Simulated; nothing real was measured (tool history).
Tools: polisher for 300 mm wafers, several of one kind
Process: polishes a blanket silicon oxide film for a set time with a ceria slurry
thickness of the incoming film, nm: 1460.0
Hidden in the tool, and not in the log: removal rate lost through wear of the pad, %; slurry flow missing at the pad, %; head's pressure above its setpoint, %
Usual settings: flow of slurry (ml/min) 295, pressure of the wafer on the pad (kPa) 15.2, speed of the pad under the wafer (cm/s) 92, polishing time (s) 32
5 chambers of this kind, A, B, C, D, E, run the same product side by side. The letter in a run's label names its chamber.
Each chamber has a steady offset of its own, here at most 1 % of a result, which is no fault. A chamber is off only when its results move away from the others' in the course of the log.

| run | hour | flow of slurry (ml/min) | pressure of the wafer on the pad (kPa) | speed of the pad under the wafer (cm/s) | polishing time (s) | wafers polished on this pad | hours since the slurry nozzle was cleaned | hours since the head pressure was calibrated | film removed (Å) |
|---|---|---|---|---|---|---|---|---|---|
| 1A | 3.8 | 295 | 15.2 | 92 | 32 | 573 | 406.1 | 268.8 | 953.5 |
| 2B | 9.3 | 295 | 15.2 | 92 | 32 | 1235 | 218.9 | 482.6 | 963.4 |
|  | 13.1 | chamber D: worn pad replaced by a new one |
|  | 13.3 | chamber A: worn pad replaced by a new one |
| 3C | 14.7 | 295 | 15.2 | 92 | 32 | 598 | 234.9 | 930.4 | 939.99 |
| 4D | 19.2 | 295 | 15.2 | 92 | 32 | 83 | 618.7 | 598.3 | 961.2 |
|  | 20.6 | chamber B: worn pad replaced by a new one |
| 5E | 22.4 | 295 | 15.2 | 92 | 32 | 650 | 350.1 | 864.3 | 949.98 |
| 6A | 26 | 295 | 15.2 | 92 | 32 | 172 | 428.3 | 291 | 940.66 |
|  | 28.2 | chamber E: worn pad replaced by a new one |
| 7C | 28.6 | 295 | 15.2 | 92 | 32 | 785 | 248.8 | 944.3 | 954.23 |
| 8B | 33.5 | 295 | 15.2 | 92 | 32 | 174 | 243.1 | 506.8 | 970.95 |
| 9E | 38.1 | 295 | 15.2 | 92 | 32 | 134 | 365.8 | 880 | 951.3 |
|  | 40 | chamber C: worn pad replaced by a new one |
| 10D | 41.8 | 295 | 12.4 | 78 | 32 | 388 | 641.3 | 620.9 | 668.48 |
| 11B | 44.4 | 295 | 12.4 | 78 | 32 | 321 | 254 | 517.7 | 669.89 |
|  | 47.9 | chamber B: slurry nozzle cleaned |
| 12D | 48.8 | 295 | 12.4 | 78 | 32 | 482 | 648.3 | 627.9 | 658.88 |
| 13E | 51.3 | 295 | 12.4 | 78 | 32 | 312 | 379 | 893.2 | 661.94 |
| 14A | 56.1 | 295 | 12.4 | 78 | 32 | 578 | 458.4 | 321.1 | 640.68 |
| 15C | 59.7 | 295 | 15.2 | 92 | 32 | 267 | 279.9 | 975.4 | 941.38 |
|  | 60.7 | chamber A: worn pad replaced by a new one |
|  | 63.8 | chamber D: worn pad replaced by a new one |
| 16C | 64.5 | 295 | 15.2 | 92 | 32 | 331 | 284.7 | 980.2 | 937.34 |
| 17E | 67.6 | 295 | 15.2 | 92 | 32 | 532 | 395.3 | 909.5 | 961.89 |
| 18A | 72.7 | 295 | 15.2 | 112 | 32 | 162 | 475 | 337.7 | 1144.9 |
| 19D | 75.7 | 295 | 15.2 | 112 | 32 | 161 | 675.2 | 654.8 | 1173.5 |
| 20B | 79.5 | 295 | 15.2 | 112 | 32 | 794 | 31.6 | 552.8 | 1231.1 |
| 21B | 82.4 | 295 | 15.2 | 112 | 32 | 834 | 34.5 | 555.7 | 1240.2 |
|  | 84.8 | chamber E: worn pad replaced by a new one |
| 22D | 85.4 | 295 | 15.2 | 112 | 32 | 292 | 684.9 | 664.5 | 1133.1 |
| 23E | 89.7 | 295 | 15.2 | 92 | 32 | 66 | 417.4 | 931.6 | 975.55 |
| 24A | 95.2 | 295 | 15.2 | 92 | 32 | 465 | 497.5 | 360.2 | 939.45 |
| 25C | 99.6 | 295 | 15.2 | 92 | 32 | 805 | 319.8 | 1015.3 | 948.92 |
| 26A | 103.3 | 295 | 15.2 | 92 | 32 | 574 | 505.6 | 368.3 | 948.31 |
| 27D | 107.4 | 210 | 15.2 | 92 | 28 | 588 | 706.9 | 686.5 | 809.91 |
| 28C | 111.2 | 210 | 15.2 | 92 | 28 | 961 | 331.4 | 1026.9 | 792.06 |
|  | 114.1 | chamber D: head pressure recalibrated |
| 29E | 116.7 | 210 | 15.2 | 92 | 28 | 430 | 444.4 | 958.6 | 813.64 |
|  | 118.3 | chamber A: worn pad replaced by a new one |
| 30B | 119.8 | 210 | 15.2 | 92 | 28 | 1338 | 71.9 | 593.1 | 875.74 |
|  | 122.5 | chamber D: worn pad replaced by a new one |
|  | 122.8 | chamber B: worn pad replaced by a new one |
| 31B | 124.4 | 210 | 15.2 | 92 | 28 | 22 | 76.5 | 597.7 | 881.57 |
| 32E | 127.3 | 295 | 15.2 | 92 | 32 | 573 | 455 | 969.2 | 951.43 |
| 33D | 130.8 | 295 | 18.6 | 106 | 32 | 112 | 730.3 | 16.8 | 1338.6 |
| 34A | 134.9 | 295 | 18.6 | 106 | 32 | 224 | 537.2 | 399.9 | 1346.1 |

Next, every chamber runs the same settings. What will each give?
| 35A | 139 | 380 | 15.2 | 92 | 32 |  |  |  | ? |
| 35B | 139 | 380 | 15.2 | 92 | 32 |  |  |  | ? |
| 35C | 139 | 380 | 15.2 | 92 | 32 |  |  |  | ? |
| 35D | 139 | 380 | 15.2 | 92 | 32 |  |  |  | ? |
| 35E | 139 | 380 | 15.2 | 92 | 32 |  |  |  | ? |

| run | film removed (Å) |
|---|---|
| 35A | 956.38 |
| 35B | 1084.4 |
| 35C | 965.8 |
| 35D | 970.45 |
| 35E | 978.88 |

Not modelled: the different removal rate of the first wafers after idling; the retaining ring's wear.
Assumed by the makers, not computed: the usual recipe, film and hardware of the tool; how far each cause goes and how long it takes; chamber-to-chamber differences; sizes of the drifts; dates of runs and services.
